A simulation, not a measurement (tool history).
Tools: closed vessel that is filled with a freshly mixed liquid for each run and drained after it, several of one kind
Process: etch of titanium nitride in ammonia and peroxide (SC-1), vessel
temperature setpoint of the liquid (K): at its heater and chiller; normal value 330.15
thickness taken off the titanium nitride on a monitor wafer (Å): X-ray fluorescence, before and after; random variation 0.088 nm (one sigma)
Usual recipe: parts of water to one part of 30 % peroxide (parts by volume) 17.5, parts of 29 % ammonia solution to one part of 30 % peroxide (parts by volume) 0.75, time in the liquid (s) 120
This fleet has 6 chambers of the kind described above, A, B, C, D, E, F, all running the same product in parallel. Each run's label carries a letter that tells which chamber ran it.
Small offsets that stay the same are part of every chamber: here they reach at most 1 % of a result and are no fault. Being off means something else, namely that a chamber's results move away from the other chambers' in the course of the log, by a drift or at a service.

run   hour  temperature setpoint of the liquid (K)  parts of water to one part of 30 % peroxide (parts by volume)  parts of 29 % ammonia solution to one part of 30 % peroxide (parts by volume)  time in the liquid (s)  read-back film thickness of the titanium nitride reference wafer, read on the same gauge (nm)  thickness taken off the titanium nitride on a monitor wafer (Å)
 1F    3.5                                  330.15                                                           17.5                                                                           0.75                     120                                                                                         89.969                                                           116.82
 2C   10.3                                  330.15                                                           17.5                                                                           0.75                     120                                                                                         90.034                                                           114.09
 3E   15.1                                  330.15                                                           17.5                                                                           0.75                     120                                                                                         90.045                                                           114.23
 4D   21.9                                  330.15                                                           17.5                                                                           0.75                     120                                                                                         90.018                                                           114.66
      22.4  -- chamber C: new drum of ammonia solution connected
      24.2  -- chamber A: new drum of ammonia solution connected
 5A   29.0                                  330.15                                                           17.5                                                                           0.75                     120                                                                                         89.982                                                           117.21
 6B   32.8                                  339.15                                                           17.5                                                                           0.75                     120                                                                                         89.971                                                           205.78
 7C   39.3                                  339.15                                                           17.5                                                                           0.75                     120                                                                                         90.012                                                           203.32
 8B   47.2                                  339.15                                                           17.5                                                                           0.75                     120                                                                                         89.987                                                           206.74
 9F   52.2                                  339.15                                                           17.5                                                                           0.75                     120                                                                                         89.984                                                           209.05
10A   57.2                                  339.15                                                           17.5                                                                           0.75                     120                                                                                         90.029                                                           205.96
11E   60.8                                  339.15                                                           17.5                                                                           0.75                     120                                                                                         90.017                                                           211.52
12D   67.7                                  330.15                                                           17.5                                                                           0.75                     120                                                                                         90.014                                                           116.78
13C   74.7                                  330.15                                                           17.5                                                                           0.75                     120                                                                                         90.009                                                           113.28
14D   81.7                                  330.15                                                           17.5                                                                           0.75                     120                                                                                         89.987                                                           117.44
15A   89.6                                  330.15                                                           17.5                                                                           0.75                     120                                                                                         90.015                                                           115.47
16F   93.6                                  330.15                                                           17.5                                                                           0.75                     165                                                                                         89.983                                                           160.33
17E   99.1                                  330.15                                                           17.5                                                                           0.75                     165                                                                                         89.984                                                           158.59
18B  106.2                                  330.15                                                           17.5                                                                           0.75                     165                                                                                         90.020                                                           160.34
19E  112.5                                  330.15                                                           17.5                                                                           0.75                     165                                                                                         90.006                                                           159.20
20B  116.4                                  330.15                                                           17.5                                                                           0.75                     165                                                                                         90.015                                                           158.28
21A  120.0                                  330.15                                                           17.5                                                                           0.75                     165                                                                                         90.000                                                           160.78
22C  124.7                                  330.15                                                           17.5                                                                           0.75                     120                                                                                         90.024                                                           115.42
     130.1  -- chamber C: ammonia flow meter replaced
23D  130.4                                  330.15                                                           17.5                                                                           0.90                     120                                                                                         90.005                                                           121.36
24F  135.3                                  330.15                                                           17.5                                                                           0.90                     120                                                                                         89.988                                                           120.14
25D  141.4                                  330.15                                                           17.5                                                                           0.90                     120                                                                                         90.010                                                           122.81
26F  145.2                                  330.15                                                           17.5                                                                           0.90                     120                                                                                         89.993                                                           120.99
27A  148.6                                  330.15                                                           17.5                                                                           0.90                     120                                                                                         90.014                                                           120.24
28C  155.8                                  330.15                                                           17.5                                                                           0.90                     120                                                                                         90.005                                                           117.02
29E  159.7                                  330.15                                                           17.5                                                                           0.75                     120                                                                                         90.021                                                           116.56
30B  167.3                                  330.15                                                           17.5                                                                           0.75                     120                                                                                         89.957                                                           116.17
31D  173.5                                  330.15                                                           17.5                                                                           0.75                     120                                                                                         89.978                                                           120.02
32A  178.1                                  330.15                                                           17.5                                                                           0.75                     120                                                                                         90.018                                                           114.77
33E  186.0                                  330.15                                                           17.5                                                                           0.75                     120                                                                                         90.010                                                           114.97
34F  190.9                                  330.15                                                           17.5                                                                           0.75                     120                                                                                         89.989                                                           115.45
35B  195.8                                  330.15                                                           17.5                                                                           0.75                     120                                                                                         89.958                                                           116.00
36C  201.2                                  330.15                                                           17.5                                                                           0.75                     120                                                                                         89.997                                                           115.20
37F  207.8                                  330.15                                                           17.5                                                                           0.75                     120                                                                                         89.999                                                           116.40
38A  215.6                                  330.15                                                           17.5                                                                           1.00                     120                                                                                         89.982                                                           119.98
39C  222.2                                  330.15                                                           17.5                                                                           1.00                     120                                                                                         89.984                                                           121.30
40E  227.9                                  330.15                                                           17.5                                                                           1.00                     120                                                                                         89.978                                                           119.86
41D  233.9                                  330.15                                                           17.5                                                                           1.00                     120                                                                                         89.970                                                           128.63

All chambers now run identical settings, listed one chamber a line with results as question marks. What results will each chamber show?
42A  239.6                                  330.15                                                           17.5                                                                           0.75                     120                                                                                                                                                               ?
42B  239.6                                  330.15                                                           17.5                                                                           0.75                     120                                                                                                                                                               ?
42C  239.6                                  330.15                                                           17.5                                                                           0.75                     120                                                                                                                                                               ?
42D  239.6                                  330.15                                                           17.5                                                                           0.75                     120                                                                                                                                                               ?
42E  239.6                                  330.15                                                           17.5                                                                           0.75                     120                                                                                                                                                               ?
42F  239.6                                  330.15                                                           17.5                                                                           0.75                     120                                                                                                                                                               ?

run  thickness taken off the titanium nitride on a monitor wafer (Å)
42A                                                           116.26
42B                                                           118.23
42C                                                           113.58
42D                                                           123.94
42E                                                           116.00
42F                                                           115.97
